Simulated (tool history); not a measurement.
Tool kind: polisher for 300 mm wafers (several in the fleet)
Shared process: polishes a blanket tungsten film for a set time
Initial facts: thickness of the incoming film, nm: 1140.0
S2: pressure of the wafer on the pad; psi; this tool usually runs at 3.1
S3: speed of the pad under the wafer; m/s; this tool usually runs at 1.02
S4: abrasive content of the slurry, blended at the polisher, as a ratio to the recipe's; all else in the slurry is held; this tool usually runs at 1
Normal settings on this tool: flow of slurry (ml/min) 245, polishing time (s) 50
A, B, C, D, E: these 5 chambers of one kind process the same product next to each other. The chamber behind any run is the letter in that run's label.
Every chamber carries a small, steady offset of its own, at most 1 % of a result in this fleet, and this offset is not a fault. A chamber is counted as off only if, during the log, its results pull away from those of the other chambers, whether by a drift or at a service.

run 1C day=0.404 | flow_of_slurry_(ml/min)=245 S2=3.1 S3=1.02 S4=1 polishing_time_(s)=50 | film_removed_(angstrom)=2229.7
-- day=0.646 chamber C: slurry tank refilled with fresh slurry and peroxide
run 2B day=0.721 | flow_of_slurry_(ml/min)=245 S2=3.1 S3=1.02 S4=1 polishing_time_(s)=50 | film_removed_(angstrom)=2276.7
run 3A day=1.083 | flow_of_slurry_(ml/min)=245 S2=3.1 S3=1.02 S4=1 polishing_time_(s)=50 | film_removed_(angstrom)=2288.5
-- day=1.112 chamber A: worn pad replaced by a new one
-- day=1.246 chamber B: slurry tank refilled with fresh slurry and peroxide
-- day=1.308 chamber D: slurry tank refilled with fresh slurry and peroxide
run 4D day=1.583 | flow_of_slurry_(ml/min)=245 S2=3.1 S3=1.02 S4=1 polishing_time_(s)=50 | film_removed_(angstrom)=2291.8
-- day=1.808 chamber E: worn pad replaced by a new one
-- day=1.812 chamber B: worn pad replaced by a new one
run 5E day=1.850 | flow_of_slurry_(ml/min)=245 S2=3.1 S3=1.02 S4=1 polishing_time_(s)=50 | film_removed_(angstrom)=2267.2
run 6C day=2.154 | flow_of_slurry_(ml/min)=245 S2=3.1 S3=1.02 S4=1 polishing_time_(s)=50 | film_removed_(angstrom)=2282.4
-- day=2.171 chamber A: slurry tank refilled with fresh slurry and peroxide
-- day=2.379 chamber A: head pressure recalibrated
-- day=2.583 chamber C: worn pad replaced by a new one
run 7D day=2.642 | flow_of_slurry_(ml/min)=245 S2=3.1 S3=1.02 S4=1 polishing_time_(s)=50 | film_removed_(angstrom)=2280.8
run 8B day=3.204 | flow_of_slurry_(ml/min)=245 S2=3.1 S3=1.02 S4=1 polishing_time_(s)=50 | film_removed_(angstrom)=2278.2
run 9A day=3.521 | flow_of_slurry_(ml/min)=245 S2=3.1 S3=1.02 S4=1 polishing_time_(s)=50 | film_removed_(angstrom)=2275.6
-- day=3.554 chamber C: slurry tank refilled with fresh slurry and peroxide
-- day=3.596 chamber B: slurry blender recalibrated
run 10E day=3.900 | flow_of_slurry_(ml/min)=245 S2=3.1 S3=1.02 S4=1 polishing_time_(s)=50 | film_removed_(angstrom)=2281.2
-- day=4.054 chamber A: worn pad replaced by a new one
run 11C day=4.162 | flow_of_slurry_(ml/min)=245 S2=3.1 S3=1.02 S4=1 polishing_time_(s)=50 | film_removed_(angstrom)=2271.6
-- day=4.233 chamber D: slurry tank refilled with fresh slurry and peroxide
-- day=4.600 chamber E: slurry tank refilled with fresh slurry and peroxide
-- day=4.621 chamber B: slurry tank refilled with fresh slurry and peroxide
run 12E day=4.650 | flow_of_slurry_(ml/min)=190 S2=3.1 S3=0.76 S4=1 polishing_time_(s)=50 | film_removed_(angstrom)=1633.8
-- day=4.788 chamber C: slurry blender recalibrated
run 13B day=4.900 | flow_of_slurry_(ml/min)=190 S2=3.1 S3=0.76 S4=1 polishing_time_(s)=50 | film_removed_(angstrom)=1657.1
-- day=4.962 chamber E: worn pad replaced by a new one
run 14D day=5.162 | flow_of_slurry_(ml/min)=190 S2=3.1 S3=0.76 S4=1 polishing_time_(s)=50 | film_removed_(angstrom)=1622.7
-- day=5.267 chamber B: worn pad replaced by a new one
run 15A day=5.475 | flow_of_slurry_(ml/min)=190 S2=3.1 S3=0.76 S4=1 polishing_time_(s)=50 | film_removed_(angstrom)=1662.1
-- day=5.554 chamber A: slurry tank refilled with fresh slurry and peroxide
-- day=5.688 chamber C: worn pad replaced by a new one
run 16A day=5.917 | flow_of_slurry_(ml/min)=190 S2=3.1 S3=0.76 S4=1 polishing_time_(s)=50 | film_removed_(angstrom)=1654.5
run 17E day=6.221 | flow_of_slurry_(ml/min)=245 S2=3.1 S3=1.02 S4=1 polishing_time_(s)=50 | film_removed_(angstrom)=2227.8
-- day=6.292 chamber C: slurry tank refilled with fresh slurry and peroxide
run 18C day=6.733 | flow_of_slurry_(ml/min)=245 S2=3.1 S3=1.02 S4=1 polishing_time_(s)=50 | film_removed_(angstrom)=2256.0
-- day=6.879 chamber A: worn pad replaced by a new one
run 19D day=7.133 | flow_of_slurry_(ml/min)=245 S2=3.1 S3=1.02 S4=1 polishing_time_(s)=50 | film_removed_(angstrom)=2240.9
-- day=7.188 chamber D: slurry tank refilled with fresh slurry and peroxide
run 20B day=7.633 | flow_of_slurry_(ml/min)=245 S2=3.1 S3=1.02 S4=1 polishing_time_(s)=50 | film_removed_(angstrom)=2240.9
-- day=8.042 chamber E: slurry blender recalibrated
-- day=8.154 chamber B: slurry tank refilled with fresh slurry and peroxide
run 21A day=8.192 | flow_of_slurry_(ml/min)=245 S2=3.1 S3=1.02 S4=1 polishing_time_(s)=50 | film_removed_(angstrom)=2306.2
-- day=8.417 chamber E: worn pad replaced by a new one
-- day=8.538 chamber A: slurry tank refilled with fresh slurry and peroxide
run 22B day=8.562 | flow_of_slurry_(ml/min)=245 S2=3.1 S3=1.02 S4=1 polishing_time_(s)=50 | film_removed_(angstrom)=2274.2
-- day=8.617 chamber A: slurry blender recalibrated
-- day=8.671 chamber B: worn pad replaced by a new one
run 23C day=8.929 | flow_of_slurry_(ml/min)=245 S2=3.1 S3=1.02 S4=1 polishing_time_(s)=50 | film_removed_(angstrom)=2249.2
-- day=9.054 chamber C: slurry tank refilled with fresh slurry and peroxide
-- day=9.121 chamber A: slurry nozzle cleaned
-- day=9.233 chamber C: worn pad replaced by a new one
run 24E day=9.329 | flow_of_slurry_(ml/min)=245 S2=3.1 S3=0.78 S4=1 polishing_time_(s)=50 | film_removed_(angstrom)=1727.2
-- day=9.471 chamber E: slurry tank refilled with fresh slurry and peroxide
run 25D day=9.650 | flow_of_slurry_(ml/min)=245 S2=3.1 S3=0.78 S4=1 polishing_time_(s)=50 | film_removed_(angstrom)=1683.7
-- day=9.788 chamber A: worn pad replaced by a new one
run 26A day=10.050 | flow_of_slurry_(ml/min)=245 S2=3.1 S3=0.78 S4=1 polishing_time_(s)=50 | film_removed_(angstrom)=1748.7
run 27B day=10.354 | flow_of_slurry_(ml/min)=245 S2=3.1 S3=0.78 S4=1 polishing_time_(s)=50 | film_removed_(angstrom)=1724.5
-- day=10.446 chamber D: slurry tank refilled with fresh slurry and peroxide
run 28D day=10.825 | flow_of_slurry_(ml/min)=245 S2=3.1 S3=0.78 S4=1 polishing_time_(s)=50 | film_removed_(angstrom)=1666.4
run 29E day=11.308 | flow_of_slurry_(ml/min)=175 S2=3.1 S3=1.02 S4=1 polishing_time_(s)=50 | film_removed_(angstrom)=2163.9
-- day=11.317 chamber B: slurry tank refilled with fresh slurry and peroxide
-- day=11.533 chamber E: worn pad replaced by a new one
-- day=11.546 chamber A: slurry tank refilled with fresh slurry and peroxide
run 30C day=11.683 | flow_of_slurry_(ml/min)=175 S2=3.1 S3=1.02 S4=1 polishing_time_(s)=50 | film_removed_(angstrom)=2168.7
-- day=11.746 chamber B: head pressure recalibrated
-- day=11.762 chamber B: worn pad replaced by a new one
-- day=12.112 chamber C: slurry tank refilled with fresh slurry and peroxide
run 31D day=12.242 | flow_of_slurry_(ml/min)=175 S2=3.1 S3=1.02 S4=1 polishing_time_(s)=50 | film_removed_(angstrom)=2066.4
-- day=12.475 chamber B: slurry blender recalibrated
-- day=12.504 chamber C: slurry blender recalibrated
-- day=12.571 chamber A: worn pad replaced by a new one
run 32A day=12.629 | flow_of_slurry_(ml/min)=175 S2=3.1 S3=1.02 S4=1 polishing_time_(s)=50 | film_removed_(angstrom)=2174.7
-- day=12.808 chamber C: worn pad replaced by a new one
run 33C day=13.042 | flow_of_slurry_(ml/min)=175 S2=3.1 S3=1.02 S4=1 polishing_time_(s)=50 | film_removed_(angstrom)=2196.9
-- day=13.371 chamber D: slurry blender recalibrated
run 34E day=13.525 | flow_of_slurry_(ml/min)=245 S2=3.1 S3=1.02 S4=1 polishing_time_(s)=50 | film_removed_(angstrom)=2235.5
-- day=13.688 chamber D: slurry tank refilled with fresh slurry and peroxide
run 35B day=13.904 | flow_of_slurry_(ml/min)=245 S2=3.1 S3=1.02 S4=1 polishing_time_(s)=50 | film_removed_(angstrom)=2284.8
-- day=14.192 chamber B: slurry tank refilled with fresh slurry and peroxide
run 36B day=14.246 | flow_of_slurry_(ml/min)=245 S2=3.1 S3=1.02 S4=1 polishing_time_(s)=50 | film_removed_(angstrom)=2270.1
-- day=14.433 chamber E: slurry tank refilled with fresh slurry and peroxide
-- day=14.562 chamber A: slurry tank refilled with fresh slurry and peroxide
run 37E day=14.758 | flow_of_slurry_(ml/min)=245 S2=3.1 S3=1.02 S4=1 polishing_time_(s)=50 | film_removed_(angstrom)=2250.8
run 38A day=15.083 | flow_of_slurry_(ml/min)=245 S2=3.1 S3=1.02 S4=1 polishing_time_(s)=50 | film_removed_(angstrom)=2243.6
run 39D day=15.492 | flow_of_slurry_(ml/min)=245 S2=3.1 S3=1.02 S4=1 polishing_time_(s)=50 | film_removed_(angstrom)=2094.4

All chambers now run identical settings, listed one chamber a line with results as question marks. What results will each chamber show?
run 40A day=15.896 | flow_of_slurry_(ml/min)=245 S2=3.1 S3=1.02 S4=1 polishing_time_(s)=40 | film_removed_(angstrom)=?
run 40B day=15.896 | flow_of_slurry_(ml/min)=245 S2=3.1 S3=1.02 S4=1 polishing_time_(s)=40 | film_removed_(angstrom)=?
run 40C day=15.896 | flow_of_slurry_(ml/min)=245 S2=3.1 S3=1.02 S4=1 polishing_time_(s)=40 | film_removed_(angstrom)=?
run 40D day=15.896 | flow_of_slurry_(ml/min)=245 S2=3.1 S3=1.02 S4=1 polishing_time_(s)=40 | film_removed_(angstrom)=?
run 40E day=15.896 | flow_of_slurry_(ml/min)=245 S2=3.1 S3=1.02 S4=1 polishing_time_(s)=40 | film_removed_(angstrom)=?

run=40A film_removed_(angstrom)=1833.3
run=40B film_removed_(angstrom)=1809.6
run=40C film_removed_(angstrom)=1818.8
run=40D film_removed_(angstrom)=1675.0
run=40E film_removed_(angstrom)=1820.3

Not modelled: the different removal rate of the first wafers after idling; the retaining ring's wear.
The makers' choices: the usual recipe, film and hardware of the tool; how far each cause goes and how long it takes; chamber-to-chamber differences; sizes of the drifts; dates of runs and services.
